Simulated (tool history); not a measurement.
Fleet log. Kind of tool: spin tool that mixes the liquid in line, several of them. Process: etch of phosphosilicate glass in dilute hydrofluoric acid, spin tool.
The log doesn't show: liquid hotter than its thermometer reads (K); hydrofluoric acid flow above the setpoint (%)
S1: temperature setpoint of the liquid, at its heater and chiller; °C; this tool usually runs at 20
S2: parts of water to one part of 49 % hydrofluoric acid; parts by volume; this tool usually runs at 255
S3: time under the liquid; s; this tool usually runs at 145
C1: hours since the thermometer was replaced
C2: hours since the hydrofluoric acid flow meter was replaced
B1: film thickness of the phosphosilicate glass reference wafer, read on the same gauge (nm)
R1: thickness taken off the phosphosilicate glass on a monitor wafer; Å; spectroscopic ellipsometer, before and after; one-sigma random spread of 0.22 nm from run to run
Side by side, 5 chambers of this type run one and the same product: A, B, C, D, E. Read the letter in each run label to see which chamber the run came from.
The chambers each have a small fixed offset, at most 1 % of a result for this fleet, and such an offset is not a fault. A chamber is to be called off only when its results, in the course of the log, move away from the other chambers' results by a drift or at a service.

run	hour	S1	S2	S3	C1	C2	B1	R1
# hour 6.1: chamber C: hydrofluoric acid flow meter replaced
1A	7.3	20	255	145	851.8	986.0	79.996	455.04
2B	14.5	20	255	145	1875.3	103.8	79.981	455.11
3E	19.6	20	255	145	608.6	599.7	79.997	453.45
4D	25.8	20	255	145	374.5	2144.1	79.997	452.16
5C	29.9	20	255	145	638.8	23.8	79.988	448.99
6B	33.8	20	255	145	1894.6	123.1	79.974	452.45
7D	40.7	20	255	145	389.4	2159.0	79.997	453.57
# hour 43.3: chamber D: hydrofluoric acid flow meter replaced
8A	48.0	20	255	145	892.5	1026.7	79.988	451.27
9C	54.2	20	255	145	663.1	48.1	79.990	452.46
10E	58.8	20	255	145	647.8	638.9	80.032	454.27
# hour 60.6: chamber B: thermometer replaced
11B	64.2	20	255	145	3.6	153.5	80.019	450.81
12A	67.5	20	255	145	912.0	1046.2	80.009	452.11
13E	74.4	20	255	145	663.4	654.5	79.984	459.12
14D	80.3	20	255	145	429.0	37.1	80.013	453.57
15C	86.3	20	255	145	695.2	80.2	79.998	448.55
16D	93.6	20	255	145	442.3	50.4	79.988	452.00
17E	97.4	20	255	145	686.4	677.5	80.012	457.83
18B	103.5	20	255	145	42.9	192.8	80.000	453.88
19A	107.6	20	255	145	952.1	1086.3	79.996	453.30
20C	111.7	20	255	145	720.6	105.6	79.998	445.88
21A	116.7	20	255	145	961.2	1095.4	80.008	452.15
22B	120.4	20	255	145	59.8	209.7	79.976	452.83
23D	126.7	20	255	145	475.4	83.5	79.998	452.12
24C	133.9	20	255	145	742.8	127.8	79.983	450.16
25E	139.1	20	255	145	728.1	719.2	79.983	463.71
26C	143.1	20	255	145	752.0	137.0	79.990	443.48
27A	146.4	20	255	145	990.9	1125.1	79.997	451.25
28D	152.2	17	255	200	500.9	109.0	80.008	558.79
29E	155.9	17	255	200	744.9	736.0	79.995	574.89
30B	161.0	17	255	200	100.4	250.3	80.004	559.81

Which is it: a chamber that has drifted or been left off by a service, a gauge drift common to all chambers, or only each chamber's usual small offset? If a chamber is off, name it and its likeliest cause.

It is chamber E that slowly wanders off from its peers.
Likeliest cause: hydrofluoric acid flow above the setpoint (%) = 3.82.
Not necessarily distinguishable in this log from: liquid hotter than its thermometer reads (K).

Below are 4 candidate recipes for chamber E's next run, each the usual settings with a change, their results shown as question marks. Which of them brings E's results back in line with what the other chambers give on the usual settings?
In-line tolerance around the mean of the other chambers on the usual settings: R1 7.70 Å
31E-1	166.3	19.5	255	145				?
31E-2	166.3	20.5	255	145				?
31E-3	166.3	20.0	245	145				?
31E-4	166.3	20.0	265	145				?

Mean of the other chambers on the usual settings: R1 450.69 Å
run	R1
31E-1	463.74
31E-2	481.32
31E-3	495.76
31E-4	450.80
The answer is 31E-4, which returns the chamber to within the allowed miss of the others.
